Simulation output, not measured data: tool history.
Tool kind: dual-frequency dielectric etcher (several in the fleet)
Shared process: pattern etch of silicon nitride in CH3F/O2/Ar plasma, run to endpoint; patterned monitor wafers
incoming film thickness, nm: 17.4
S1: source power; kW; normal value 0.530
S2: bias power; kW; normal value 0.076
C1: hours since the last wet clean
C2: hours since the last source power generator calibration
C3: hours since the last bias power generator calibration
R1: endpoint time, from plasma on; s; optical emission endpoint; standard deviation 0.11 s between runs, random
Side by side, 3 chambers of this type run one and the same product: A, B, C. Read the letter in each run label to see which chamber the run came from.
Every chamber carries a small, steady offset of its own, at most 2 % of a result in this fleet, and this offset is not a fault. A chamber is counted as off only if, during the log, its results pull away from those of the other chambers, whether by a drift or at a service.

{"run": "1B", "hour": 8.1, "S1": 0.53, "S2": 0.076, "C1": 367.4, "C2": 3256.9, "C3": 646.5, "R1": 22.253}
{"hour": 11.1, "done": "chamber B: wet clean of the chamber"}
{"run": "2A", "hour": 14.5, "S1": 0.53, "S2": 0.076, "C1": 336.2, "C2": 880.2, "C3": 1282.5, "R1": 22.096}
{"run": "3C", "hour": 26.2, "S1": 0.53, "S2": 0.076, "C1": 237.9, "C2": 218.2, "C3": 561.3, "R1": 21.821}
{"run": "4A", "hour": 31.5, "S1": 0.53, "S2": 0.076, "C1": 353.2, "C2": 897.2, "C3": 1299.5, "R1": 22.273}
{"run": "5C", "hour": 37.6, "S1": 0.53, "S2": 0.076, "C1": 249.3, "C2": 229.6, "C3": 572.7, "R1": 21.801}
{"run": "6B", "hour": 44.2, "S1": 0.53, "S2": 0.076, "C1": 33.1, "C2": 3293.0, "C3": 682.6, "R1": 22.044}
{"run": "7B", "hour": 55.0, "S1": 0.53, "S2": 0.076, "C1": 43.9, "C2": 3303.8, "C3": 693.4, "R1": 22.049}
{"run": "8A", "hour": 62.9, "S1": 0.53, "S2": 0.076, "C1": 384.6, "C2": 928.6, "C3": 1330.9, "R1": 22.203}
{"run": "9C", "hour": 73.3, "S1": 0.53, "S2": 0.076, "C1": 285.0, "C2": 265.3, "C3": 608.4, "R1": 21.861}
{"run": "10C", "hour": 83.2, "S1": 0.53, "S2": 0.076, "C1": 294.9, "C2": 275.2, "C3": 618.3, "R1": 21.799}
{"run": "11A", "hour": 88.6, "S1": 0.53, "S2": 0.076, "C1": 410.3, "C2": 954.3, "C3": 1356.6, "R1": 22.173}
{"run": "12B", "hour": 95.4, "S1": 0.53, "S2": 0.076, "C1": 84.3, "C2": 3344.2, "C3": 733.8, "R1": 22.086}
{"run": "13C", "hour": 100.7, "S1": 0.48, "S2": 0.068, "C1": 312.4, "C2": 292.7, "C3": 635.8, "R1": 23.487}
{"run": "14A", "hour": 112.0, "S1": 0.48, "S2": 0.068, "C1": 433.7, "C2": 977.7, "C3": 1380.0, "R1": 24.025}
{"run": "15B", "hour": 117.6, "S1": 0.48, "S2": 0.068, "C1": 106.5, "C2": 3366.4, "C3": 756.0, "R1": 23.959}
{"run": "16C", "hour": 126.7, "S1": 0.53, "S2": 0.076, "C1": 338.4, "C2": 318.7, "C3": 661.8, "R1": 21.81}
{"run": "17A", "hour": 132.2, "S1": 0.59, "S2": 0.06, "C1": 453.9, "C2": 997.9, "C3": 1400.2, "R1": 22.947}
{"run": "18B", "hour": 139.0, "S1": 0.59, "S2": 0.06, "C1": 127.9, "C2": 3387.8, "C3": 777.4, "R1": 23.03}
{"hour": 142.0, "done": "chamber C: wet clean of the chamber"}
{"hour": 144.6, "done": "chamber A: wet clean of the chamber"}
{"run": "19B", "hour": 150.1, "S1": 0.59, "S2": 0.06, "C1": 139.0, "C2": 3398.9, "C3": 788.5, "R1": 22.749}
{"run": "20C", "hour": 155.4, "S1": 0.53, "S2": 0.076, "C1": 13.4, "C2": 347.4, "C3": 690.5, "R1": 21.693}
{"run": "21A", "hour": 164.5, "S1": 0.53, "S2": 0.076, "C1": 19.9, "C2": 1030.2, "C3": 1432.5, "R1": 22.292}
{"run": "22C", "hour": 175.4, "S1": 0.53, "S2": 0.076, "C1": 33.4, "C2": 367.4, "C3": 710.5, "R1": 21.872}
{"run": "23A", "hour": 182.9, "S1": 0.53, "S2": 0.076, "C1": 38.3, "C2": 1048.6, "C3": 1450.9, "R1": 22.393}
{"run": "24B", "hour": 189.5, "S1": 0.53, "S2": 0.076, "C1": 178.4, "C2": 3438.3, "C3": 827.9, "R1": 22.054}
{"run": "25A", "hour": 195.8, "S1": 0.53, "S2": 0.076, "C1": 51.2, "C2": 1061.5, "C3": 1463.8, "R1": 22.338}
{"run": "26C", "hour": 204.6, "S1": 0.53, "S2": 0.076, "C1": 62.6, "C2": 396.6, "C3": 739.7, "R1": 21.739}
{"run": "27B", "hour": 212.9, "S1": 0.53, "S2": 0.076, "C1": 201.8, "C2": 3461.7, "C3": 851.3, "R1": 22.04}
{"run": "28B", "hour": 223.9, "S1": 0.53, "S2": 0.076, "C1": 212.8, "C2": 3472.7, "C3": 862.3, "R1": 22.233}
{"run": "29A", "hour": 232.2, "S1": 0.53, "S2": 0.076, "C1": 87.6, "C2": 1097.9, "C3": 1500.2, "R1": 22.303}
{"run": "30C", "hour": 238.5, "S1": 0.53, "S2": 0.076, "C1": 96.5, "C2": 430.5, "C3": 773.6, "R1": 21.739}
{"run": "31C", "hour": 250.1, "S1": 0.53, "S2": 0.076, "C1": 108.1, "C2": 442.1, "C3": 785.2, "R1": 21.954}
{"run": "32B", "hour": 256.6, "S1": 0.53, "S2": 0.076, "C1": 245.5, "C2": 3505.4, "C3": 895.0, "R1": 22.02}
{"run": "33A", "hour": 262.7, "S1": 0.53, "S2": 0.076, "C1": 118.1, "C2": 1128.4, "C3": 1530.7, "R1": 22.046}
{"run": "34C", "hour": 268.3, "S1": 0.53, "S2": 0.076, "C1": 126.3, "C2": 460.3, "C3": 803.4, "R1": 21.836}
{"hour": 271.8, "done": "chamber B: source power generator calibrated"}
{"run": "35A", "hour": 278.1, "S1": 0.6, "S2": 0.076, "C1": 133.5, "C2": 1143.8, "C3": 1546.1, "R1": 21.092}
{"run": "36B", "hour": 288.0, "S1": 0.6, "S2": 0.076, "C1": 276.9, "C2": 16.3, "C3": 926.4, "R1": 20.878}
{"run": "37C", "hour": 293.5, "S1": 0.6, "S2": 0.076, "C1": 151.5, "C2": 485.5, "C3": 828.6, "R1": 20.835}
{"run": "38A", "hour": 299.6, "S1": 0.53, "S2": 0.076, "C1": 155.0, "C2": 1165.3, "C3": 1567.6, "R1": 22.24}
{"run": "39B", "hour": 310.7, "S1": 0.53, "S2": 0.076, "C1": 299.6, "C2": 39.0, "C3": 949.1, "R1": 22.263}
{"run": "40A", "hour": 318.7, "S1": 0.53, "S2": 0.076, "C1": 174.1, "C2": 1184.4, "C3": 1586.7, "R1": 22.163}
{"run": "41C", "hour": 327.2, "S1": 0.53, "S2": 0.076, "C1": 185.2, "C2": 519.2, "C3": 862.3, "R1": 21.836}

Which is it: a chamber that has drifted or been left off by a service, a gauge drift common to all chambers, or only each chamber's usual small offset? If a chamber is off, name it and its likeliest cause.

The fleet is healthy, with each chamber sitting at its usual small offset and no drift in the gauge.

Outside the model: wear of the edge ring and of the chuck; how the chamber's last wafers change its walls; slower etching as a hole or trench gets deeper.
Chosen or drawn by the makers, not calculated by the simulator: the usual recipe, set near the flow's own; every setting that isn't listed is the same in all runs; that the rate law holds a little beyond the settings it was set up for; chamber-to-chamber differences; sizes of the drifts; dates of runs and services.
